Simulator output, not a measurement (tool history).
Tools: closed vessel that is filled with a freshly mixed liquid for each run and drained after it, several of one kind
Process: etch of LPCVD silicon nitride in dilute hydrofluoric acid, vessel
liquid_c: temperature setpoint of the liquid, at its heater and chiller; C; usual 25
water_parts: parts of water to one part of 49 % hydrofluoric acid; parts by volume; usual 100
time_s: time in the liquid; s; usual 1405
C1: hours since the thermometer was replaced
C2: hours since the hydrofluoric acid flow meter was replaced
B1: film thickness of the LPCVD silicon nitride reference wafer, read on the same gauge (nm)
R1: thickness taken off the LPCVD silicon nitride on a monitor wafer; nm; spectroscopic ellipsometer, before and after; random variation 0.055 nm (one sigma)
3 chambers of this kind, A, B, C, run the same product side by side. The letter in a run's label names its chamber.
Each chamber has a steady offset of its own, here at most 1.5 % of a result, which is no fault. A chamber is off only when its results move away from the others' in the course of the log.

Run 1B, hour 5.7: usual settings; C1 464.4; C2 1218; B1 140.02. Result: R1 7.94 nm.
Run 2A, hour 11.6: usual settings; C1 81.3; C2 182.4; B1 139.99. Result: R1 8.047 nm.
Run 3C, hour 15.6: usual settings; C1 1043.3; C2 923.9; B1 140.01. Result: R1 7.8945 nm.
Run 4A, hour 23.2: usual settings; C1 92.9; C2 194; B1 139.96. Result: R1 8.0111 nm.
Run 5B, hour 31.9: usual settings; C1 490.6; C2 1244.2; B1 140. Result: R1 8.0255 nm.
Run 6C, hour 40.4: usual settings; C1 1068.1; C2 948.7; B1 139.99. Result: R1 7.972 nm.
Run 7C, hour 44.4: usual settings; C1 1072.1; C2 952.7; B1 139.99. Result: R1 8.0036 nm.
Run 8B, hour 49.9: usual settings; C1 508.6; C2 1262.2; B1 139.92. Result: R1 8.1027 nm.
Run 9A, hour 58.6: usual settings but liquid_c 27 C; C1 128.3; C2 229.4; B1 140.04. Result: R1 9.2114 nm.
Run 10A, hour 65: usual settings but liquid_c 27 C; C1 134.7; C2 235.8; B1 139.97. Result: R1 9.1673 nm.
Run 11C, hour 70: usual settings but liquid_c 27 C; C1 1097.7; C2 978.3; B1 140. Result: R1 9.0799 nm.
Run 12B, hour 76.9: usual settings; C1 535.6; C2 1289.2; B1 139.99. Result: R1 8.0083 nm.
Run 13A, hour 85.7: usual settings; C1 155.4; C2 256.5; B1 139.94. Result: R1 8.0639 nm.
Run 14C, hour 89.8: usual settings; C1 1117.5; C2 998.1; B1 140.02. Result: R1 7.9658 nm.
Run 15B, hour 96.9: usual settings; C1 555.6; C2 1309.2; B1 140. Result: R1 7.9034 nm.
Run 16B, hour 105: usual settings; C1 563.7; C2 1317.3; B1 140.02. Result: R1 7.9843 nm.
Run 17C, hour 109.8: usual settings but liquid_c 29.5 C, time_s 1990 s; C1 1137.5; C2 1018.1; B1 140. Result: R1 15.345 nm.
Run 18A, hour 114.8: usual settings but liquid_c 29.5 C, time_s 1990 s; C1 184.5; C2 285.6; B1 140.03. Result: R1 15.139 nm.
Run 19A, hour 123.6: usual settings but liquid_c 29.5 C, time_s 1990 s; C1 193.3; C2 294.4; B1 140.04. Result: R1 15.293 nm.
Run 20C, hour 129.2: usual settings but water_parts 135 parts by volume; C1 1156.9; C2 1037.5; B1 140.03. Result: R1 6.1547 nm.
Run 21B, hour 136.2: usual settings but water_parts 135 parts by volume; C1 594.9; C2 1348.5; B1 140.02. Result: R1 5.8691 nm.
Run 22B, hour 144.2: usual settings but water_parts 135 parts by volume; C1 602.9; C2 1356.5; B1 140. Result: R1 5.9653 nm.
Run 23A, hour 149.2: usual settings; C1 218.9; C2 320; B1 139.93. Result: R1 8.1035 nm.
Run 24C, hour 153.9: usual settings but water_parts 60 parts by volume, time_s 1880 s; C1 1181.6; C2 1062.2; B1 139.99. Result: R1 18.267 nm.
Run 25A, hour 157.9: usual settings but water_parts 60 parts by volume, time_s 1880 s; C1 227.6; C2 328.7; B1 140.02. Result: R1 17.915 nm.
Run 26C, hour 163.9: usual settings but water_parts 60 parts by volume, time_s 1880 s; C1 1191.6; C2 1072.2; B1 140. Result: R1 18.119 nm.
Run 27B, hour 172.7: usual settings but time_s 2145 s; C1 631.4; C2 1385; B1 140.09. Result: R1 12.19 nm.
Run 28B, hour 179: usual settings but time_s 2145 s; C1 637.7; C2 1391.3; B1 140.03. Result: R1 12.197 nm.
Run 29C, hour 183.8: usual settings but time_s 2145 s; C1 1211.5; C2 1092.1; B1 140. Result: R1 12.731 nm.
Run 30A, hour 189: usual settings; C1 258.7; C2 359.8; B1 140.02. Result: R1 8.0975 nm.
Run 31B, hour 197.8: usual settings; C1 656.5; C2 1410.1; B1 140.02. Result: R1 7.9676 nm.
Run 32C, hour 205.6: usual settings; C1 1233.3; C2 1113.9; B1 140.06. Result: R1 8.4862 nm.
Run 33A, hour 213.7: usual settings; C1 283.4; C2 384.5; B1 140.03. Result: R1 8.1115 nm.
Run 34C, hour 222.5: usual settings; C1 1250.2; C2 1130.8; B1 140. Result: R1 8.3925 nm.
Run 35B, hour 226.9: usual settings; C1 685.6; C2 1439.2; B1 139.99. Result: R1 8.077 nm.

Next, every chamber runs the same settings. What will each give?
Run 36A, hour 233.2: usual settings. Result: R1 ?.
Run 36B, hour 233.2: usual settings. Result: R1 ?.
Run 36C, hour 233.2: usual settings. Result: R1 ?.

run      R1
36A  8.0593
36B  7.8816
36C   8.463
